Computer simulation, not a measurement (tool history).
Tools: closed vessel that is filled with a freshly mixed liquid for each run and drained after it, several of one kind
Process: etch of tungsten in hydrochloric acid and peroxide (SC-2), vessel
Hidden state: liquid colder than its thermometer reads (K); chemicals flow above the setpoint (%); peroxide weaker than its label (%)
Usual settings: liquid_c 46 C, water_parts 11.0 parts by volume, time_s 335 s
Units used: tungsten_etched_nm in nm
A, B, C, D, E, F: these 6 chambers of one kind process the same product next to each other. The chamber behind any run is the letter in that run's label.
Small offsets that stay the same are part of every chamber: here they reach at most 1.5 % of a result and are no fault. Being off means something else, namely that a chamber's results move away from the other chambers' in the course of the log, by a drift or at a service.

| run | day | liquid_c | water_parts | time_s | hours since the thermometer was replaced | hours since the chemicals flow meter was replaced | hours since the drum of peroxide was connected | read-back film thickness of the tungsten reference wafer, read on the same gauge (nm) | tungsten_etched_nm |
|---|---|---|---|---|---|---|---|---|---|
| 1A | 0.375 | 46 | 11.0 | 335 | 601.4 | 550.8 | 272.8 | 49.999 | 42.565 |
| 2C | 0.842 | 46 | 11.0 | 335 | 46.2 | 228.3 | 795.6 | 49.991 | 42.127 |
| 3F | 1.292 | 46 | 11.0 | 335 | 1548.8 | 236.6 | 393.3 | 50.052 | 42.901 |
| 4E | 1.621 | 46 | 11.0 | 335 | 142.3 | 426.5 | 52.4 | 50.000 | 42.211 |
| 5B | 2.079 | 46 | 11.0 | 335 | 637.5 | 455.8 | 382.2 | 50.016 | 42.254 |
| 6D | 2.529 | 46 | 11.0 | 335 | 2181.7 | 457.2 | 248.7 | 49.995 | 42.357 |
| 7E | 3.088 | 46 | 11.0 | 335 | 177.5 | 461.7 | 87.6 | 50.005 | 42.591 |
| 8A | 3.438 | 46 | 11.0 | 335 | 674.9 | 624.3 | 346.3 | 49.940 | 42.912 |
| 9B | 3.688 | 46 | 11.0 | 335 | 676.1 | 494.4 | 420.8 | 50.005 | 42.278 |
| 10D | 4.167 | 46 | 11.0 | 335 | 2221.0 | 496.5 | 288.0 | 49.998 | 42.436 |
| 11F | 4.538 | 46 | 11.0 | 335 | 1626.7 | 314.5 | 471.2 | 49.993 | 43.058 |
| 12C | 5.092 | 46 | 11.0 | 335 | 148.2 | 330.3 | 897.6 | 49.940 | 42.175 |
| 13E | 5.538 | 38 | 9.0 | 335 | 236.3 | 520.5 | 146.4 | 49.972 | 28.486 |
| 14C | 6.088 | 38 | 9.0 | 335 | 172.1 | 354.2 | 921.5 | 50.025 | 28.517 |
| 15F | 6.442 | 38 | 9.0 | 335 | 1672.4 | 360.2 | 516.9 | 49.989 | 28.709 |
|  | 6.554 | chamber C: new drum of peroxide connected |
| 16D | 6.754 | 38 | 9.0 | 335 | 2283.1 | 558.6 | 350.1 | 49.990 | 28.259 |
| 17A | 7.017 | 38 | 9.0 | 335 | 760.8 | 710.2 | 432.2 | 50.010 | 28.921 |
| 18B | 7.429 | 38 | 9.0 | 335 | 765.9 | 584.2 | 510.6 | 49.981 | 28.719 |
|  | 7.879 | chamber B: new drum of peroxide connected |
| 19C | 7.938 | 46 | 11.0 | 335 | 216.5 | 398.6 | 33.3 | 49.962 | 42.217 |
| 20E | 8.317 | 46 | 11.0 | 335 | 303.0 | 587.2 | 213.1 | 49.974 | 42.198 |
| 21B | 8.779 | 46 | 11.0 | 335 | 798.3 | 616.6 | 21.6 | 49.974 | 42.189 |
| 22A | 9.200 | 46 | 11.0 | 335 | 813.2 | 762.6 | 484.6 | 50.038 | 42.599 |
| 23D | 9.492 | 46 | 11.0 | 335 | 2348.8 | 624.3 | 415.8 | 49.978 | 42.300 |
| 24F | 10.050 | 46 | 11.0 | 335 | 1759.0 | 446.8 | 603.5 | 49.984 | 43.156 |
| 25D | 10.592 | 46 | 11.0 | 335 | 2375.2 | 650.7 | 442.2 | 49.998 | 42.266 |
| 26A | 11.133 | 46 | 11.0 | 335 | 859.6 | 809.0 | 531.0 | 49.960 | 42.833 |
| 27F | 11.596 | 46 | 11.0 | 335 | 1796.1 | 483.9 | 640.6 | 50.034 | 43.345 |
| 28E | 12.075 | 46 | 11.0 | 335 | 393.2 | 677.4 | 303.3 | 50.036 | 42.607 |
| 29C | 12.429 | 46 | 11.0 | 335 | 324.3 | 506.4 | 141.1 | 50.004 | 42.591 |
| 30B | 12.804 | 46 | 11.0 | 335 | 894.9 | 713.2 | 118.2 | 49.944 | 42.348 |
| 31E | 13.062 | 46 | 11.0 | 335 | 416.9 | 701.1 | 327.0 | 49.980 | 42.819 |
|  | 13.079 | chamber E: new drum of peroxide connected |
| 32F | 13.375 | 39 | 12.5 | 335 | 1838.8 | 526.6 | 683.3 | 49.969 | 23.660 |
| 33A | 13.912 | 39 | 12.5 | 335 | 926.3 | 875.7 | 597.7 | 50.012 | 23.397 |
| 34D | 14.158 | 39 | 12.5 | 335 | 2460.8 | 736.3 | 527.8 | 49.925 | 23.107 |
| 35B | 14.521 | 39 | 12.5 | 335 | 936.1 | 754.4 | 159.4 | 50.018 | 23.173 |
| 36C | 15.025 | 39 | 12.5 | 335 | 386.6 | 568.7 | 203.4 | 50.047 | 23.129 |
| 37E | 15.496 | 39 | 12.5 | 335 | 475.3 | 759.5 | 58.1 | 49.976 | 23.240 |
| 38C | 16.025 | 46 | 11.0 | 335 | 410.6 | 592.7 | 227.4 | 49.972 | 42.482 |
| 39D | 16.579 | 46 | 11.0 | 335 | 2518.9 | 794.4 | 585.9 | 49.937 | 41.964 |
| 40F | 16.958 | 46 | 11.0 | 335 | 1924.8 | 612.6 | 769.3 | 49.958 | 43.196 |
| 41A | 17.404 | 46 | 11.0 | 335 | 1010.1 | 959.5 | 681.5 | 49.997 | 42.656 |

Each of the 6 chambers runs these same settings next. Fill in every chamber's results:
| 42A | 17.808 | 46 | 11.0 | 465 |  |  |  |  | ? |
| 42B | 17.808 | 46 | 11.0 | 465 |  |  |  |  | ? |
| 42C | 17.808 | 46 | 11.0 | 465 |  |  |  |  | ? |
| 42D | 17.808 | 46 | 11.0 | 465 |  |  |  |  | ? |
| 42E | 17.808 | 46 | 11.0 | 465 |  |  |  |  | ? |
| 42F | 17.808 | 46 | 11.0 | 465 |  |  |  |  | ? |

| run | tungsten_etched_nm |
|---|---|
| 42A | 59.151 |
| 42B | 58.139 |
| 42C | 58.819 |
| 42D | 58.632 |
| 42E | 58.840 |
| 42F | 59.800 |
